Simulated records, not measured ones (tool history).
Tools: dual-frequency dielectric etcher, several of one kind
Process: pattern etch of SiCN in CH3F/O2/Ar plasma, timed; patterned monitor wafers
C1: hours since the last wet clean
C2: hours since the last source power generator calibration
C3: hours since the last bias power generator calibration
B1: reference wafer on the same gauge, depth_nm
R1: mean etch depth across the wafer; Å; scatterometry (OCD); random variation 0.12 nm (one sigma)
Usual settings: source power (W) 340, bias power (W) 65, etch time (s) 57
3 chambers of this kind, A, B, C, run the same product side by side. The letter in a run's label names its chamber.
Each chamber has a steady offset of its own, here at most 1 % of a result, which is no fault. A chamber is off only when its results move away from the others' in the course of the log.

{"run": "1C", "hour": 4.5, "source power (W)": 340, "bias power (W)": 65, "etch time (s)": 57, "C1": 259.1, "C2": 2843.9, "C3": 2975.3, "B1": 20.619, "R1": 196.22}
{"run": "2B", "hour": 9.4, "source power (W)": 340, "bias power (W)": 65, "etch time (s)": 57, "C1": 174.5, "C2": 78.7, "C3": 1401.0, "B1": 20.602, "R1": 193.28}
{"run": "3A", "hour": 14.4, "source power (W)": 340, "bias power (W)": 65, "etch time (s)": 57, "C1": 236.7, "C2": 834.6, "C3": 3593.7, "B1": 20.598, "R1": 195.19}
{"run": "4C", "hour": 18.1, "source power (W)": 340, "bias power (W)": 65, "etch time (s)": 57, "C1": 272.7, "C2": 2857.5, "C3": 2988.9, "B1": 20.607, "R1": 193.08}
{"run": "5A", "hour": 23.5, "source power (W)": 340, "bias power (W)": 65, "etch time (s)": 57, "C1": 245.8, "C2": 843.7, "C3": 3602.8, "B1": 20.572, "R1": 195.54}
{"run": "6B", "hour": 31.2, "source power (W)": 340, "bias power (W)": 65, "etch time (s)": 57, "C1": 196.3, "C2": 100.5, "C3": 1422.8, "B1": 20.574, "R1": 192.69}
{"run": "7C", "hour": 37.8, "source power (W)": 340, "bias power (W)": 65, "etch time (s)": 57, "C1": 292.4, "C2": 2877.2, "C3": 3008.6, "B1": 20.588, "R1": 195.5}
{"run": "8A", "hour": 45.4, "source power (W)": 340, "bias power (W)": 65, "etch time (s)": 57, "C1": 267.7, "C2": 865.6, "C3": 3624.7, "B1": 20.575, "R1": 192.99}
{"run": "9B", "hour": 52.3, "source power (W)": 340, "bias power (W)": 65, "etch time (s)": 57, "C1": 217.4, "C2": 121.6, "C3": 1443.9, "B1": 20.643, "R1": 192.15}
{"run": "10C", "hour": 56.9, "source power (W)": 340, "bias power (W)": 65, "etch time (s)": 57, "C1": 311.5, "C2": 2896.3, "C3": 3027.7, "B1": 20.575, "R1": 195.24}
{"run": "11B", "hour": 63.5, "source power (W)": 340, "bias power (W)": 65, "etch time (s)": 57, "C1": 228.6, "C2": 132.8, "C3": 1455.1, "B1": 20.609, "R1": 192.47}
{"run": "12A", "hour": 68.9, "source power (W)": 340, "bias power (W)": 65, "etch time (s)": 50, "C1": 291.2, "C2": 889.1, "C3": 3648.2, "B1": 20.606, "R1": 171.66}
{"hour": 72.9, "done": "chamber C: wet clean of the chamber"}
{"run": "13C", "hour": 76.5, "source power (W)": 340, "bias power (W)": 65, "etch time (s)": 50, "C1": 3.7, "C2": 2915.9, "C3": 3047.3, "B1": 20.597, "R1": 180.07}
{"run": "14A", "hour": 83.5, "source power (W)": 340, "bias power (W)": 65, "etch time (s)": 50, "C1": 305.8, "C2": 903.7, "C3": 3662.8, "B1": 20.609, "R1": 172.93}
{"run": "15B", "hour": 87.9, "source power (W)": 340, "bias power (W)": 65, "etch time (s)": 57, "C1": 253.0, "C2": 157.2, "C3": 1479.5, "B1": 20.608, "R1": 194.75}
{"run": "16C", "hour": 92.4, "source power (W)": 340, "bias power (W)": 65, "etch time (s)": 57, "C1": 19.6, "C2": 2931.8, "C3": 3063.2, "B1": 20.581, "R1": 202.21}
{"run": "17B", "hour": 96.6, "source power (W)": 340, "bias power (W)": 65, "etch time (s)": 57, "C1": 261.7, "C2": 165.9, "C3": 1488.2, "B1": 20.573, "R1": 193.22}
{"run": "18A", "hour": 102.2, "source power (W)": 340, "bias power (W)": 65, "etch time (s)": 57, "C1": 324.5, "C2": 922.4, "C3": 3681.5, "B1": 20.618, "R1": 194.68}
{"run": "19C", "hour": 107.0, "source power (W)": 340, "bias power (W)": 65, "etch time (s)": 57, "C1": 34.2, "C2": 2946.4, "C3": 3077.8, "B1": 20.631, "R1": 204.82}
{"run": "20B", "hour": 110.8, "source power (W)": 260, "bias power (W)": 65, "etch time (s)": 57, "C1": 275.9, "C2": 180.1, "C3": 1502.4, "B1": 20.6, "R1": 175.6}
{"run": "21A", "hour": 117.2, "source power (W)": 260, "bias power (W)": 65, "etch time (s)": 57, "C1": 339.5, "C2": 937.4, "C3": 3696.5, "B1": 20.601, "R1": 175.63}
{"run": "22B", "hour": 121.1, "source power (W)": 260, "bias power (W)": 65, "etch time (s)": 57, "C1": 286.2, "C2": 190.4, "C3": 1512.7, "B1": 20.602, "R1": 177.58}
{"run": "23C", "hour": 125.6, "source power (W)": 340, "bias power (W)": 65, "etch time (s)": 57, "C1": 52.8, "C2": 2965.0, "C3": 3096.4, "B1": 20.631, "R1": 202.37}
{"run": "24A", "hour": 130.7, "source power (W)": 340, "bias power (W)": 65, "etch time (s)": 57, "C1": 353.0, "C2": 950.9, "C3": 3710.0, "B1": 20.61, "R1": 196.84}
{"run": "25B", "hour": 134.1, "source power (W)": 340, "bias power (W)": 65, "etch time (s)": 57, "C1": 299.2, "C2": 203.4, "C3": 1525.7, "B1": 20.572, "R1": 192.46}
{"run": "26A", "hour": 138.8, "source power (W)": 340, "bias power (W)": 65, "etch time (s)": 57, "C1": 361.1, "C2": 959.0, "C3": 3718.1, "B1": 20.601, "R1": 193.89}
{"run": "27C", "hour": 145.1, "source power (W)": 340, "bias power (W)": 65, "etch time (s)": 57, "C1": 72.3, "C2": 2984.5, "C3": 3115.9, "B1": 20.599, "R1": 202.76}

Next, every chamber runs the same settings. What will each give?
{"run": "28A", "hour": 150.6, "source power (W)": 340, "bias power (W)": 78, "etch time (s)": 57, "R1": "?"}
{"run": "28B", "hour": 150.6, "source power (W)": 340, "bias power (W)": 78, "etch time (s)": 57, "R1": "?"}
{"run": "28C", "hour": 150.6, "source power (W)": 340, "bias power (W)": 78, "etch time (s)": 57, "R1": "?"}

run=28A R1=208.74
run=28B R1=209.16
run=28C R1=218.43

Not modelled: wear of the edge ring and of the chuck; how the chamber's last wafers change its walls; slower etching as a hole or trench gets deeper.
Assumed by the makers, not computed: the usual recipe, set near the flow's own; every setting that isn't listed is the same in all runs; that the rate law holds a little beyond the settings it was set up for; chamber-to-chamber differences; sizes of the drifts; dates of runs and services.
